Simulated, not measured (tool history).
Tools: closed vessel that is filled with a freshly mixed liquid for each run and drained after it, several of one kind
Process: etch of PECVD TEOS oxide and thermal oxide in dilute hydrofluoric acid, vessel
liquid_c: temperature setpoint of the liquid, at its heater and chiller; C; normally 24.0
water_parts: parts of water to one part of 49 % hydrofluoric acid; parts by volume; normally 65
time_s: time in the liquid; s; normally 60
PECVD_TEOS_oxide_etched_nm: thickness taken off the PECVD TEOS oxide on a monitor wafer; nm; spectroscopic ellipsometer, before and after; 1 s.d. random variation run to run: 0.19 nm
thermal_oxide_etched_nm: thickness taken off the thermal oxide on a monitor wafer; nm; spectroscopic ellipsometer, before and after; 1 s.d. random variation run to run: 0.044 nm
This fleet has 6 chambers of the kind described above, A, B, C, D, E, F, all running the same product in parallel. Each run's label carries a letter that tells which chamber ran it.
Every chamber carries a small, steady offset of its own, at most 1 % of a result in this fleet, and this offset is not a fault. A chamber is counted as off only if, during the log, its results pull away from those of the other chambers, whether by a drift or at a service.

run   hour  liquid_c  water_parts  time_s  read-back film thickness of the PECVD TEOS oxide reference wafer, read on the same gauge (nm)  read-back film thickness of the thermal oxide reference wafer, read on the same gauge (nm)  PECVD_TEOS_oxide_etched_nm  thermal_oxide_etched_nm
 1B    3.6      24.0           65      60                                                                                         60.010                                                                                      130.02                      23.478                   4.5734
 2A    7.2      24.0           65      60                                                                                         59.992                                                                                      130.02                      23.186                   4.6447
 3C   10.4      24.0           65      60                                                                                         59.987                                                                                      130.00                      23.568                   4.5175
 4E   14.7      24.0           65      60                                                                                         60.007                                                                                      130.04                      23.317                   4.5307
 5D   18.3      24.0           65      60                                                                                         59.991                                                                                      130.00                      23.637                   4.5837
 6F   22.8      24.0           65      60                                                                                         59.988                                                                                      130.01                      23.519                   4.5075
 7E   26.6      20.5           35      60                                                                                         60.005                                                                                      129.98                      38.847                   7.4248
 8A   30.1      20.5           35      60                                                                                         59.994                                                                                      130.01                      38.844                   7.4578
 9B   33.3      20.5           35      60                                                                                         59.990                                                                                      130.01                      39.656                   7.4592
10D   36.5      20.5           35      60                                                                                         59.983                                                                                      129.99                      39.326                   7.5026
11F   38.7      20.5           35      60                                                                                         60.004                                                                                      129.99                      39.155                   7.5685
12C   42.3      20.5           35      60                                                                                         59.981                                                                                      130.03                      39.137                   7.4654
13F   44.6      27.5           65      60                                                                                         60.000                                                                                      130.01                      27.494                   5.2969
14A   47.0      27.5           65      60                                                                                         59.987                                                                                      130.01                      27.068                   5.1823
15B   50.9      27.5           65      60                                                                                         59.986                                                                                      129.99                      27.073                   5.2348
16E   55.2      27.5           65      60                                                                                         60.010                                                                                      130.03                      26.661                   5.3067
17D   59.0      27.5           65      60                                                                                         60.003                                                                                      129.99                      27.243                   5.2056
18C   62.2      27.5           65      60                                                                                         60.020                                                                                      129.98                      27.035                   5.1190
19B   66.0      24.0           65      60                                                                                         60.002                                                                                      129.98                      23.638                   4.5621
20E   69.7      24.0           65      60                                                                                         60.008                                                                                      130.01                      23.531                   4.4761
21D   71.7      20.0           35      60                                                                                         59.995                                                                                      130.00                      38.560                   7.4877
22F   75.2      20.0           35      60                                                                                         60.012                                                                                      130.00                      38.623                   7.5026
23A   78.7      20.0           35      60                                                                                         59.997                                                                                      129.95                      38.422                   7.3605
24C   82.8      20.0           35      60                                                                                         60.000                                                                                      130.02                      38.306                   7.3455
25A   86.3      20.0           35      60                                                                                         60.002                                                                                      130.00                      38.227                   7.3090
26C   90.0      20.0           35      60                                                                                         59.993                                                                                      129.99                      38.174                   7.3930
27E   94.3      24.0           65      60                                                                                         60.001                                                                                      129.99                      23.253                   4.5787
28F   97.1      27.0           50      60                                                                                         59.970                                                                                      130.04                      35.723                   6.7661
29B  100.9      27.0           50      60                                                                                         59.972                                                                                      130.02                      35.380                   6.7786
30D  104.4      27.0           50      60                                                                                         59.993                                                                                      130.01                      35.478                   6.8447
31C  108.3      27.0           50      60                                                                                         59.987                                                                                      129.99                      34.452                   6.8321
32F  110.5      27.0           50      60                                                                                         60.012                                                                                      129.99                      35.287                   6.9126
33E  112.7      27.0           50      60                                                                                         59.997                                                                                      130.00                      35.211                   6.8329
34B  116.3      24.0           85      80                                                                                         60.002                                                                                      129.99                      23.619                   4.4747
35A  120.0      24.0           85      80                                                                                         59.995                                                                                      130.03                      23.056                   4.4932
36D  123.4      24.0           85      80                                                                                         60.003                                                                                      130.03                      23.305                   4.4787
37A  125.5      24.0           85      80                                                                                         59.994                                                                                      130.02                      23.820                   4.5317
38D  127.6      24.0           85      80                                                                                         59.997                                                                                      130.01                      23.311                   4.5019
39E  129.7      24.0           85      80                                                                                         60.013                                                                                      130.04                      23.640                   4.5178
40F  133.8      24.0           65      60                                                                                         60.005                                                                                      129.98                      23.726                   4.5069
41C  137.9      24.0           65      60                                                                                         60.006                                                                                      130.02                      23.396                   4.5162
42B  140.9      24.0           65      60                                                                                         59.989                                                                                      130.02                      23.698                   4.4810
43A  143.7      24.0           65      60                                                                                         60.003                                                                                      130.00                      23.353                   4.6037

The same settings go to every chamber for the next run, one line per chamber below. Forecast the results for each:
44A  146.9      24.0           65      30                                                                                                                                                                                                                      ?                        ?
44B  146.9      24.0           65      30                                                                                                                                                                                                                      ?                        ?
44C  146.9      24.0           65      30                                                                                                                                                                                                                      ?                        ?
44D  146.9      24.0           65      30                                                                                                                                                                                                                      ?                        ?
44E  146.9      24.0           65      30                                                                                                                                                                                                                      ?                        ?
44F  146.9      24.0           65      30                                                                                                                                                                                                                      ?                        ?

run  PECVD_TEOS_oxide_etched_nm  thermal_oxide_etched_nm
44A                      11.751                   2.2848
44B                      11.706                   2.2964
44C                      11.913                   2.2125
44D                      11.785                   2.2816
44E                      11.819                   2.2672
44F                      11.703                   2.2466
